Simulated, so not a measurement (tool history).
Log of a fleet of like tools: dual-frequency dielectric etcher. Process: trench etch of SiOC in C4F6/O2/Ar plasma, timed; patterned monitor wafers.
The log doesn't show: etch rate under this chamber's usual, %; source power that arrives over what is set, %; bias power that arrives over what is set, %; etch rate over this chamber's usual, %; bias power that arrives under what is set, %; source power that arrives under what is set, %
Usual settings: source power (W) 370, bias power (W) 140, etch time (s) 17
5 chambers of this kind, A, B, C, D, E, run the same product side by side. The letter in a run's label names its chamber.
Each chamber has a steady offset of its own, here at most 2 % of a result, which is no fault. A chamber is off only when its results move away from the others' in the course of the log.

run	hour	source power (W)	bias power (W)	etch time (s)	hours since the last wet clean	hours since the last source power generator calibration	hours since the last bias power generator calibration	read-back reference wafer on the same gauge, depth_nm	mean etch depth across the wafer (angstrom)
1D	3.5	370	140	17	75.8	1163.2	2165	32.516	317.24
2C	7.3	370	140	17	321.6	367	1959.6	32.502	322.94
3E	10.7	370	140	17	387.7	4689	623.9	32.514	316.8
4B	14.6	370	140	17	347.7	290.5	1418.4	32.507	315.38
5A	17.9	370	109	17	117.9	2709.3	2397.5	32.531	294.82
6C	20.9	370	109	17	335.2	380.6	1973.2	32.487	298.28
7E	23.1	370	109	17	400.1	4701.4	636.3	32.486	294.31
# hour 25.4: chamber C: wet clean of the chamber
8D	26.7	370	109	17	99	1186.4	2188.2	32.522	292.51
9A	29.7	370	109	17	129.7	2721.1	2409.3	32.495	295.71
10B	32	370	140	17	365.1	307.9	1435.8	32.505	316.72
11D	35.4	370	140	17	107.7	1195.1	2196.9	32.518	314.79
# hour 37.5: chamber E: source power generator calibrated
12B	37.5	370	140	17	370.6	313.4	1441.3	32.53	315.22
13C	41.5	370	140	20	16.2	401.2	1993.8	32.514	379.01
14E	44.6	370	140	20	421.6	7.2	657.8	32.485	374
15A	47.2	370	140	20	147.2	2738.6	2426.8	32.499	374.96
16A	49.8	370	140	20	149.8	2741.2	2429.4	32.488	373.65
17E	52.1	370	140	20	429.1	14.7	665.3	32.506	370.59
18C	55.3	370	109	20	30	415	2007.6	32.526	351.66
19B	58.9	370	109	20	392	334.8	1462.7	32.508	343.97
20D	62.5	370	109	20	134.8	1222.2	2224	32.478	342.62
21E	65.4	370	109	20	442.4	28	678.6	32.5	346.04
22D	67.5	370	109	20	139.8	1227.2	2229	32.491	341.56
23A	70.6	370	140	17	170.6	2762	2450.2	32.492	318.51
24B	74.7	370	140	17	407.8	350.6	1478.5	32.518	314.77
25C	76.9	370	158	17	51.6	436.6	2029.2	32.494	334.88
26A	78.9	370	158	17	178.9	2770.3	2458.5	32.486	329.68
27B	81.6	370	158	17	414.7	357.5	1485.4	32.517	326.05
28D	84	370	158	17	156.3	1243.7	2245.5	32.502	322.57
29C	86	370	158	17	60.7	445.7	2038.3	32.487	336.3
30E	90.2	370	140	17	467.2	52.8	703.4	32.492	317.1
31D	93.5	370	140	17	165.8	1253.2	2255	32.504	310.77
32B	97	370	140	17	430.1	372.9	1500.8	32.493	316.04
33C	100.7	430	140	21	75.4	460.4	2053	32.5	422.84
34E	102.8	430	140	21	479.8	65.4	716	32.519	416.98
35A	104.8	430	140	21	204.8	2796.2	2484.4	32.484	416.83
36C	107.1	430	140	21	81.8	466.8	2059.4	32.486	420.79

All 5 chambers run these settings next. Forecast each chamber's results:
37A	110.1	420	140	17					?
37B	110.1	420	140	17					?
37C	110.1	420	140	17					?
37D	110.1	420	140	17					?
37E	110.1	420	140	17					?

run	mean etch depth across the wafer (angstrom)
37A	333.5
37B	332.32
37C	338.49
37D	326.68
37E	333.46
